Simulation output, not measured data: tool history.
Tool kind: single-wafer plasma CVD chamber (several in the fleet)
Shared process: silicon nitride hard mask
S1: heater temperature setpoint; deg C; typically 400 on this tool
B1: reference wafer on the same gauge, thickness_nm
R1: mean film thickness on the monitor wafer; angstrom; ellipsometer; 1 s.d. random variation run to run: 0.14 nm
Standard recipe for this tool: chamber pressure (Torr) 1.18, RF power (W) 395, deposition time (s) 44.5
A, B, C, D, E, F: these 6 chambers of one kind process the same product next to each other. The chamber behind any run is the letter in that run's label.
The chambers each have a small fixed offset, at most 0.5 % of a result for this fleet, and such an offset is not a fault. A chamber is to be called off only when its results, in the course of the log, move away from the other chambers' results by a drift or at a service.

{"run": "1C", "hour": 9.6, "S1": 400, "chamber pressure (Torr)": 1.18, "RF power (W)": 395, "deposition time (s)": 44.5, "B1": 55.392, "R1": 560.3}
{"run": "2A", "hour": 19.2, "S1": 400, "chamber pressure (Torr)": 1.18, "RF power (W)": 395, "deposition time (s)": 44.5, "B1": 55.393, "R1": 556.59}
{"run": "3B", "hour": 27.6, "S1": 400, "chamber pressure (Torr)": 1.18, "RF power (W)": 395, "deposition time (s)": 44.5, "B1": 55.432, "R1": 557.3}
{"hour": 31.8, "done": "chamber D: capacitance manometer re-zeroed and calibrated"}
{"run": "4D", "hour": 34.3, "S1": 400, "chamber pressure (Torr)": 1.18, "RF power (W)": 395, "deposition time (s)": 44.5, "B1": 55.407, "R1": 552.1}
{"run": "5F", "hour": 44.5, "S1": 400, "chamber pressure (Torr)": 1.18, "RF power (W)": 395, "deposition time (s)": 44.5, "B1": 55.385, "R1": 557.84}
{"hour": 45.1, "done": "chamber E: capacitance manometer re-zeroed and calibrated"}
{"run": "6E", "hour": 52.3, "S1": 400, "chamber pressure (Torr)": 1.18, "RF power (W)": 395, "deposition time (s)": 44.5, "B1": 55.366, "R1": 558.99}
{"run": "7B", "hour": 65.3, "S1": 400, "chamber pressure (Torr)": 1.18, "RF power (W)": 395, "deposition time (s)": 44.5, "B1": 55.395, "R1": 555.31}
{"run": "8A", "hour": 73.1, "S1": 400, "chamber pressure (Torr)": 1.45, "RF power (W)": 465, "deposition time (s)": 44.5, "B1": 55.429, "R1": 652.4}
{"run": "9F", "hour": 88.0, "S1": 400, "chamber pressure (Torr)": 1.45, "RF power (W)": 465, "deposition time (s)": 44.5, "B1": 55.388, "R1": 649.89}
{"run": "10D", "hour": 99.5, "S1": 400, "chamber pressure (Torr)": 1.45, "RF power (W)": 465, "deposition time (s)": 44.5, "B1": 55.388, "R1": 652.14}
{"run": "11C", "hour": 108.9, "S1": 400, "chamber pressure (Torr)": 1.45, "RF power (W)": 465, "deposition time (s)": 44.5, "B1": 55.41, "R1": 654.3}
{"run": "12E", "hour": 117.7, "S1": 400, "chamber pressure (Torr)": 1.45, "RF power (W)": 465, "deposition time (s)": 44.5, "B1": 55.433, "R1": 655.01}
{"run": "13D", "hour": 131.4, "S1": 400, "chamber pressure (Torr)": 1.45, "RF power (W)": 465, "deposition time (s)": 44.5, "B1": 55.434, "R1": 648.58}
{"run": "14F", "hour": 144.9, "S1": 400, "chamber pressure (Torr)": 1.18, "RF power (W)": 395, "deposition time (s)": 44.5, "B1": 55.43, "R1": 555.33}
{"run": "15A", "hour": 153.9, "S1": 400, "chamber pressure (Torr)": 1.38, "RF power (W)": 395, "deposition time (s)": 52.1, "B1": 55.425, "R1": 682.91}
{"run": "16B", "hour": 168.1, "S1": 400, "chamber pressure (Torr)": 1.38, "RF power (W)": 395, "deposition time (s)": 52.1, "B1": 55.372, "R1": 683.69}
{"run": "17E", "hour": 179.3, "S1": 400, "chamber pressure (Torr)": 1.38, "RF power (W)": 395, "deposition time (s)": 52.1, "B1": 55.425, "R1": 684.55}
{"run": "18C", "hour": 192.6, "S1": 400, "chamber pressure (Torr)": 1.38, "RF power (W)": 395, "deposition time (s)": 52.1, "B1": 55.356, "R1": 685.93}
{"run": "19F", "hour": 204.5, "S1": 400, "chamber pressure (Torr)": 1.38, "RF power (W)": 395, "deposition time (s)": 52.1, "B1": 55.439, "R1": 681.05}
{"run": "20E", "hour": 212.5, "S1": 400, "chamber pressure (Torr)": 1.38, "RF power (W)": 395, "deposition time (s)": 52.1, "B1": 55.368, "R1": 685.42}
{"run": "21C", "hour": 219.9, "S1": 400, "chamber pressure (Torr)": 1.18, "RF power (W)": 395, "deposition time (s)": 44.5, "B1": 55.407, "R1": 558.66}
{"hour": 227.9, "done": "chamber F: capacitance manometer re-zeroed and calibrated"}
{"run": "22A", "hour": 232.4, "S1": 400, "chamber pressure (Torr)": 1.18, "RF power (W)": 395, "deposition time (s)": 44.5, "B1": 55.38, "R1": 554.9}
{"run": "23D", "hour": 244.7, "S1": 400, "chamber pressure (Torr)": 1.18, "RF power (W)": 395, "deposition time (s)": 44.5, "B1": 55.436, "R1": 555.62}
{"run": "24B", "hour": 251.8, "S1": 400, "chamber pressure (Torr)": 1.18, "RF power (W)": 395, "deposition time (s)": 44.5, "B1": 55.362, "R1": 553.75}
{"run": "25E", "hour": 258.9, "S1": 400, "chamber pressure (Torr)": 1.18, "RF power (W)": 395, "deposition time (s)": 44.5, "B1": 55.389, "R1": 560.28}
{"run": "26B", "hour": 268.6, "S1": 400, "chamber pressure (Torr)": 1.18, "RF power (W)": 395, "deposition time (s)": 44.5, "B1": 55.414, "R1": 556.77}
{"run": "27C", "hour": 276.4, "S1": 400, "chamber pressure (Torr)": 1.18, "RF power (W)": 395, "deposition time (s)": 44.5, "B1": 55.4, "R1": 560.31}
{"run": "28A", "hour": 291.6, "S1": 400, "chamber pressure (Torr)": 1.18, "RF power (W)": 395, "deposition time (s)": 44.5, "B1": 55.387, "R1": 557.7}
{"run": "29F", "hour": 303.7, "S1": 400, "chamber pressure (Torr)": 1.18, "RF power (W)": 395, "deposition time (s)": 44.5, "B1": 55.354, "R1": 544.22}
{"run": "30D", "hour": 315.4, "S1": 400, "chamber pressure (Torr)": 1.18, "RF power (W)": 395, "deposition time (s)": 44.5, "B1": 55.423, "R1": 551.81}
{"run": "31F", "hour": 329.4, "S1": 400, "chamber pressure (Torr)": 1.18, "RF power (W)": 395, "deposition time (s)": 51.4, "B1": 55.38, "R1": 633.79}
{"run": "32A", "hour": 344.2, "S1": 400, "chamber pressure (Torr)": 1.18, "RF power (W)": 395, "deposition time (s)": 51.4, "B1": 55.408, "R1": 642.34}
{"run": "33C", "hour": 354.4, "S1": 400, "chamber pressure (Torr)": 1.18, "RF power (W)": 395, "deposition time (s)": 51.4, "B1": 55.405, "R1": 643.73}
{"run": "34E", "hour": 366.0, "S1": 400, "chamber pressure (Torr)": 1.18, "RF power (W)": 395, "deposition time (s)": 51.4, "B1": 55.434, "R1": 644.85}
{"run": "35B", "hour": 373.4, "S1": 400, "chamber pressure (Torr)": 1.18, "RF power (W)": 395, "deposition time (s)": 51.4, "B1": 55.418, "R1": 642.42}
{"run": "36D", "hour": 383.2, "S1": 400, "chamber pressure (Torr)": 1.18, "RF power (W)": 395, "deposition time (s)": 51.4, "B1": 55.455, "R1": 640.67}
{"run": "37A", "hour": 394.3, "S1": 400, "chamber pressure (Torr)": 1.18, "RF power (W)": 395, "deposition time (s)": 44.5, "B1": 55.403, "R1": 554.79}
{"run": "38F", "hour": 403.0, "S1": 400, "chamber pressure (Torr)": 1.18, "RF power (W)": 395, "deposition time (s)": 44.5, "B1": 55.387, "R1": 547.94}
{"run": "39D", "hour": 411.9, "S1": 400, "chamber pressure (Torr)": 1.18, "RF power (W)": 395, "deposition time (s)": 44.5, "B1": 55.374, "R1": 551.03}
{"run": "40C", "hour": 422.5, "S1": 400, "chamber pressure (Torr)": 1.18, "RF power (W)": 395, "deposition time (s)": 44.5, "B1": 55.375, "R1": 557.93}

Read the log: is a single chamber off, either drifting away or since a service, is the gauge that measures every chamber drifting, or is nothing wrong beyond small per-chamber offsets? Name any odd chamber and what most likely caused it.

After it was serviced, chamber F no longer matches the other chambers.
Likeliest cause: true pressure below the setpoint (%) = 4.75.

Below are 4 candidate recipes for chamber F's next run, each the usual settings with a change, their results shown as question marks. Which of them brings F's results back in line with what the other chambers give on the usual settings?
Allowed miss from the other chambers' usual-settings mean, per result, to count as in line: R1 5.00 angstrom
{"run": "41F-1", "hour": 433.4, "S1": 400, "chamber pressure (Torr)": 1.18, "RF power (W)": 395, "deposition time (s)": 43.8, "R1": "?"}
{"run": "41F-2", "hour": 433.4, "S1": 400, "chamber pressure (Torr)": 1.17, "RF power (W)": 390, "deposition time (s)": 43.6, "R1": "?"}
{"run": "41F-3", "hour": 433.4, "S1": 400, "chamber pressure (Torr)": 1.24, "RF power (W)": 395, "deposition time (s)": 44.5, "R1": "?"}
{"run": "41F-4", "hour": 433.4, "S1": 400, "chamber pressure (Torr)": 1.2, "RF power (W)": 395, "deposition time (s)": 45.7, "R1": "?"}

Average result of the remaining chambers running the usual settings: R1 556.40 angstrom
run=41F-1 R1=539.16
run=41F-2 R1=531.21
run=41F-3 R1=556.48
run=41F-4 R1=565.63
The answer is 41F-3, which returns the chamber to within the allowed miss of the others.

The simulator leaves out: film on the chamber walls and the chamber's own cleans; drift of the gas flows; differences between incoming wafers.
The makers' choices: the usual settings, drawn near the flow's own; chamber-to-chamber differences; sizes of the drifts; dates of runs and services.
